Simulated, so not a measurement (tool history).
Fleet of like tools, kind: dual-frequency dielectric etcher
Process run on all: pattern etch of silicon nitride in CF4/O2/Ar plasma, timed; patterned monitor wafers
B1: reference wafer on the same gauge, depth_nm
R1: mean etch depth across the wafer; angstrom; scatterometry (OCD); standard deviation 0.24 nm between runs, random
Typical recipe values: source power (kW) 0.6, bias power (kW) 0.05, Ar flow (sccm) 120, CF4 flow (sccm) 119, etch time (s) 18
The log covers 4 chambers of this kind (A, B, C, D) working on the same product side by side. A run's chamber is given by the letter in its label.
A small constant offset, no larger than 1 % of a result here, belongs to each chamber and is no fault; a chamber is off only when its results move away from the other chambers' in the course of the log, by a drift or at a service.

run 1B hour=3.9 | source_power_(kW)=0.6 bias_power_(kW)=0.05 Ar_flow_(sccm)=120 CF4_flow_(sccm)=119 etch_time_(s)=18 | B1=44.01 | R1=392.3
run 2D hour=8.4 | source_power_(kW)=0.6 bias_power_(kW)=0.05 Ar_flow_(sccm)=120 CF4_flow_(sccm)=119 etch_time_(s)=18 | B1=44.022 | R1=401.1
run 3A hour=12 | source_power_(kW)=0.6 bias_power_(kW)=0.05 Ar_flow_(sccm)=120 CF4_flow_(sccm)=119 etch_time_(s)=18 | B1=43.956 | R1=397.36
run 4C hour=16.9 | source_power_(kW)=0.6 bias_power_(kW)=0.05 Ar_flow_(sccm)=120 CF4_flow_(sccm)=119 etch_time_(s)=18 | B1=43.905 | R1=401.46
run 5B hour=23.4 | source_power_(kW)=0.6 bias_power_(kW)=0.05 Ar_flow_(sccm)=120 CF4_flow_(sccm)=119 etch_time_(s)=18 | B1=43.977 | R1=399.77
run 6D hour=29.1 | source_power_(kW)=0.6 bias_power_(kW)=0.05 Ar_flow_(sccm)=140 CF4_flow_(sccm)=119 etch_time_(s)=15 | B1=43.918 | R1=323.76
run 7C hour=35.6 | source_power_(kW)=0.6 bias_power_(kW)=0.05 Ar_flow_(sccm)=140 CF4_flow_(sccm)=119 etch_time_(s)=15 | B1=44.085 | R1=330.82
run 8A hour=39.5 | source_power_(kW)=0.6 bias_power_(kW)=0.05 Ar_flow_(sccm)=140 CF4_flow_(sccm)=119 etch_time_(s)=15 | B1=43.993 | R1=324.04
-- hour=39.6 chamber B: bias power generator calibrated
run 9B hour=46.9 | source_power_(kW)=0.6 bias_power_(kW)=0.05 Ar_flow_(sccm)=140 CF4_flow_(sccm)=119 etch_time_(s)=15 | B1=43.942 | R1=327.1
run 10C hour=54.9 | source_power_(kW)=0.6 bias_power_(kW)=0.05 Ar_flow_(sccm)=120 CF4_flow_(sccm)=119 etch_time_(s)=18 | B1=43.895 | R1=402.4
-- hour=55 chamber C: wet clean of the chamber
run 11D hour=61.9 | source_power_(kW)=0.6 bias_power_(kW)=0.05 Ar_flow_(sccm)=120 CF4_flow_(sccm)=119 etch_time_(s)=18 | B1=44.023 | R1=402.4
run 12A hour=68.4 | source_power_(kW)=0.6 bias_power_(kW)=0.05 Ar_flow_(sccm)=120 CF4_flow_(sccm)=119 etch_time_(s)=18 | B1=43.984 | R1=398.87
run 13D hour=75.7 | source_power_(kW)=0.6 bias_power_(kW)=0.05 Ar_flow_(sccm)=120 CF4_flow_(sccm)=119 etch_time_(s)=18 | B1=44.027 | R1=401.06
run 14A hour=81.1 | source_power_(kW)=0.6 bias_power_(kW)=0.05 Ar_flow_(sccm)=120 CF4_flow_(sccm)=119 etch_time_(s)=18 | B1=44.085 | R1=405.09
run 15C hour=86 | source_power_(kW)=0.6 bias_power_(kW)=0.05 Ar_flow_(sccm)=120 CF4_flow_(sccm)=119 etch_time_(s)=18 | B1=44.029 | R1=408.12
run 16B hour=93.6 | source_power_(kW)=0.6 bias_power_(kW)=0.05 Ar_flow_(sccm)=120 CF4_flow_(sccm)=119 etch_time_(s)=18 | B1=43.978 | R1=397.38
run 17A hour=99.2 | source_power_(kW)=0.6 bias_power_(kW)=0.039 Ar_flow_(sccm)=120 CF4_flow_(sccm)=119 etch_time_(s)=18 | B1=44.065 | R1=365.01
run 18B hour=106.7 | source_power_(kW)=0.6 bias_power_(kW)=0.039 Ar_flow_(sccm)=120 CF4_flow_(sccm)=119 etch_time_(s)=18 | B1=43.978 | R1=363.83
run 19D hour=110.2 | source_power_(kW)=0.6 bias_power_(kW)=0.039 Ar_flow_(sccm)=120 CF4_flow_(sccm)=119 etch_time_(s)=18 | B1=44.041 | R1=368.59
run 20C hour=113.9 | source_power_(kW)=0.6 bias_power_(kW)=0.039 Ar_flow_(sccm)=120 CF4_flow_(sccm)=119 etch_time_(s)=18 | B1=44.043 | R1=367.88
run 21C hour=118.6 | source_power_(kW)=0.6 bias_power_(kW)=0.05 Ar_flow_(sccm)=120 CF4_flow_(sccm)=119 etch_time_(s)=18 | B1=43.909 | R1=407.95
run 22B hour=126.3 | source_power_(kW)=0.6 bias_power_(kW)=0.05 Ar_flow_(sccm)=120 CF4_flow_(sccm)=119 etch_time_(s)=18 | B1=43.989 | R1=396.44
run 23A hour=131.5 | source_power_(kW)=0.6 bias_power_(kW)=0.05 Ar_flow_(sccm)=120 CF4_flow_(sccm)=119 etch_time_(s)=18 | B1=44.032 | R1=402.22
run 24D hour=135.8 | source_power_(kW)=0.6 bias_power_(kW)=0.05 Ar_flow_(sccm)=120 CF4_flow_(sccm)=119 etch_time_(s)=18 | B1=44.037 | R1=402.78
run 25A hour=139.9 | source_power_(kW)=0.6 bias_power_(kW)=0.05 Ar_flow_(sccm)=120 CF4_flow_(sccm)=119 etch_time_(s)=18 | B1=44.012 | R1=394.7

Each of the 4 chambers runs these same settings next. Fill in every chamber's results:
run 26A hour=145.7 | source_power_(kW)=0.6 bias_power_(kW)=0.05 Ar_flow_(sccm)=120 CF4_flow_(sccm)=119 etch_time_(s)=18 | R1=?
run 26B hour=145.7 | source_power_(kW)=0.6 bias_power_(kW)=0.05 Ar_flow_(sccm)=120 CF4_flow_(sccm)=119 etch_time_(s)=18 | R1=?
run 26C hour=145.7 | source_power_(kW)=0.6 bias_power_(kW)=0.05 Ar_flow_(sccm)=120 CF4_flow_(sccm)=119 etch_time_(s)=18 | R1=?
run 26D hour=145.7 | source_power_(kW)=0.6 bias_power_(kW)=0.05 Ar_flow_(sccm)=120 CF4_flow_(sccm)=119 etch_time_(s)=18 | R1=?

run=26A R1=399.74
run=26B R1=397.24
run=26C R1=404.96
run=26D R1=404.68

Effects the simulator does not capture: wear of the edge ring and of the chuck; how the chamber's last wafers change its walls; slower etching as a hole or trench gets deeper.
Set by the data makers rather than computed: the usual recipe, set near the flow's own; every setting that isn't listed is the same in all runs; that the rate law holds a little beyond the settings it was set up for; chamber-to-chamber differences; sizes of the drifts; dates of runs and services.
